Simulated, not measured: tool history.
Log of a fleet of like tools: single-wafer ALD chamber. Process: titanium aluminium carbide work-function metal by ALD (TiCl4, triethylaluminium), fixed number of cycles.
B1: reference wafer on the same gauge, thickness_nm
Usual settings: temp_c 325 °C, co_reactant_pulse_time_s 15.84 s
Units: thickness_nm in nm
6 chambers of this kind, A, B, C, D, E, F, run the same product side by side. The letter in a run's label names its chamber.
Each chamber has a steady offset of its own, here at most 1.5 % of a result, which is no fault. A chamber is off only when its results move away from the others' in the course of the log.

{"run": "1A", "hour": 7.6, "temp_c": 325, "co_reactant_pulse_time_s": 15.84, "B1": 2.5208, "thickness_nm": 2.2995}
{"run": "2B", "hour": 15.9, "temp_c": 325, "co_reactant_pulse_time_s": 15.84, "B1": 2.5195, "thickness_nm": 2.2755}
{"run": "3E", "hour": 28.2, "temp_c": 325, "co_reactant_pulse_time_s": 15.84, "B1": 2.521, "thickness_nm": 2.2901}
{"run": "4C", "hour": 40.3, "temp_c": 325, "co_reactant_pulse_time_s": 15.84, "B1": 2.5217, "thickness_nm": 2.3112}
{"run": "5F", "hour": 54.3, "temp_c": 325, "co_reactant_pulse_time_s": 15.84, "B1": 2.523, "thickness_nm": 2.2858}
{"run": "6D", "hour": 65.8, "temp_c": 325, "co_reactant_pulse_time_s": 15.84, "B1": 2.5227, "thickness_nm": 2.2842}
{"run": "7E", "hour": 73.5, "temp_c": 325, "co_reactant_pulse_time_s": 15.84, "B1": 2.5231, "thickness_nm": 2.293}
{"run": "8D", "hour": 81.8, "temp_c": 325, "co_reactant_pulse_time_s": 15.84, "B1": 2.5225, "thickness_nm": 2.2804}
{"run": "9B", "hour": 88.3, "temp_c": 325, "co_reactant_pulse_time_s": 15.84, "B1": 2.5232, "thickness_nm": 2.2658}
{"run": "10F", "hour": 100.1, "temp_c": 325, "co_reactant_pulse_time_s": 15.84, "B1": 2.5234, "thickness_nm": 2.2932}
{"run": "11C", "hour": 107.4, "temp_c": 325, "co_reactant_pulse_time_s": 15.84, "B1": 2.5224, "thickness_nm": 2.3085}
{"run": "12A", "hour": 119.2, "temp_c": 325, "co_reactant_pulse_time_s": 15.84, "B1": 2.5247, "thickness_nm": 2.3039}
{"run": "13C", "hour": 129.4, "temp_c": 325, "co_reactant_pulse_time_s": 15.84, "B1": 2.5249, "thickness_nm": 2.3089}
{"hour": 131.1, "done": "chamber D: triethylaluminium bottle replaced"}
{"run": "14B", "hour": 143.3, "temp_c": 325, "co_reactant_pulse_time_s": 15.84, "B1": 2.5254, "thickness_nm": 2.2783}
{"run": "15F", "hour": 152.2, "temp_c": 325, "co_reactant_pulse_time_s": 15.84, "B1": 2.5258, "thickness_nm": 2.2857}
{"run": "16E", "hour": 165.2, "temp_c": 317, "co_reactant_pulse_time_s": 15.84, "B1": 2.5262, "thickness_nm": 2.2252}
{"run": "17D", "hour": 177.2, "temp_c": 317, "co_reactant_pulse_time_s": 15.84, "B1": 2.5268, "thickness_nm": 2.2142}
{"run": "18A", "hour": 188.4, "temp_c": 317, "co_reactant_pulse_time_s": 15.84, "B1": 2.5265, "thickness_nm": 2.2267}
{"run": "19D", "hour": 197.8, "temp_c": 317, "co_reactant_pulse_time_s": 15.84, "B1": 2.5264, "thickness_nm": 2.2165}
{"run": "20F", "hour": 209.3, "temp_c": 317, "co_reactant_pulse_time_s": 15.84, "B1": 2.5262, "thickness_nm": 2.2196}
{"run": "21E", "hour": 220.5, "temp_c": 317, "co_reactant_pulse_time_s": 15.84, "B1": 2.529, "thickness_nm": 2.2236}
{"run": "22C", "hour": 229.2, "temp_c": 325, "co_reactant_pulse_time_s": 15.84, "B1": 2.5284, "thickness_nm": 2.3176}
{"run": "23A", "hour": 238.9, "temp_c": 325, "co_reactant_pulse_time_s": 15.84, "B1": 2.5288, "thickness_nm": 2.3004}
{"run": "24B", "hour": 247.4, "temp_c": 325, "co_reactant_pulse_time_s": 15.84, "B1": 2.5285, "thickness_nm": 2.2794}
{"run": "25C", "hour": 261.0, "temp_c": 325, "co_reactant_pulse_time_s": 15.84, "B1": 2.5301, "thickness_nm": 2.3148}
{"run": "26F", "hour": 274.9, "temp_c": 325, "co_reactant_pulse_time_s": 15.84, "B1": 2.5298, "thickness_nm": 2.296}
{"hour": 282.9, "done": "chamber F: triethylaluminium bottle replaced"}
{"run": "27E", "hour": 282.9, "temp_c": 325, "co_reactant_pulse_time_s": 15.84, "B1": 2.5302, "thickness_nm": 2.3004}
{"run": "28D", "hour": 289.8, "temp_c": 325, "co_reactant_pulse_time_s": 15.84, "B1": 2.5305, "thickness_nm": 2.2968}
{"run": "29B", "hour": 299.2, "temp_c": 311, "co_reactant_pulse_time_s": 15.84, "B1": 2.5296, "thickness_nm": 2.1538}
{"run": "30A", "hour": 308.3, "temp_c": 311, "co_reactant_pulse_time_s": 15.84, "B1": 2.5309, "thickness_nm": 2.1712}
{"run": "31B", "hour": 321.9, "temp_c": 311, "co_reactant_pulse_time_s": 15.84, "B1": 2.531, "thickness_nm": 2.155}
{"run": "32C", "hour": 332.0, "temp_c": 311, "co_reactant_pulse_time_s": 15.84, "B1": 2.5324, "thickness_nm": 2.1876}
{"run": "33D", "hour": 346.3, "temp_c": 311, "co_reactant_pulse_time_s": 15.84, "B1": 2.5319, "thickness_nm": 2.1649}
{"run": "34F", "hour": 356.1, "temp_c": 311, "co_reactant_pulse_time_s": 15.84, "B1": 2.5325, "thickness_nm": 2.1677}
{"run": "35E", "hour": 363.1, "temp_c": 325, "co_reactant_pulse_time_s": 15.84, "B1": 2.5327, "thickness_nm": 2.2968}
{"run": "36A", "hour": 370.7, "temp_c": 325, "co_reactant_pulse_time_s": 15.84, "B1": 2.5335, "thickness_nm": 2.3101}
{"run": "37E", "hour": 382.8, "temp_c": 325, "co_reactant_pulse_time_s": 15.84, "B1": 2.5338, "thickness_nm": 2.3078}
{"run": "38F", "hour": 392.8, "temp_c": 325, "co_reactant_pulse_time_s": 15.84, "B1": 2.5344, "thickness_nm": 2.2976}
{"run": "39A", "hour": 401.7, "temp_c": 340, "co_reactant_pulse_time_s": 20.97, "B1": 2.5347, "thickness_nm": 2.4536}
{"run": "40C", "hour": 413.8, "temp_c": 340, "co_reactant_pulse_time_s": 20.97, "B1": 2.533, "thickness_nm": 2.4758}
{"run": "41D", "hour": 422.8, "temp_c": 340, "co_reactant_pulse_time_s": 20.97, "B1": 2.535, "thickness_nm": 2.4431}
{"run": "42B", "hour": 432.6, "temp_c": 340, "co_reactant_pulse_time_s": 20.97, "B1": 2.5354, "thickness_nm": 2.428}
{"run": "43C", "hour": 442.3, "temp_c": 340, "co_reactant_pulse_time_s": 20.97, "B1": 2.5355, "thickness_nm": 2.4694}
{"run": "44F", "hour": 454.2, "temp_c": 340, "co_reactant_pulse_time_s": 20.97, "B1": 2.5359, "thickness_nm": 2.4429}

Is one chamber off against the others, does the gauge drift, or is nothing wrong? If a chamber is off, say which, and what the likeliest cause is.

The gauge drifts, so all chambers seem to drift together. No chamber is off.
Cause: gauge reads high (%) = 0.65.

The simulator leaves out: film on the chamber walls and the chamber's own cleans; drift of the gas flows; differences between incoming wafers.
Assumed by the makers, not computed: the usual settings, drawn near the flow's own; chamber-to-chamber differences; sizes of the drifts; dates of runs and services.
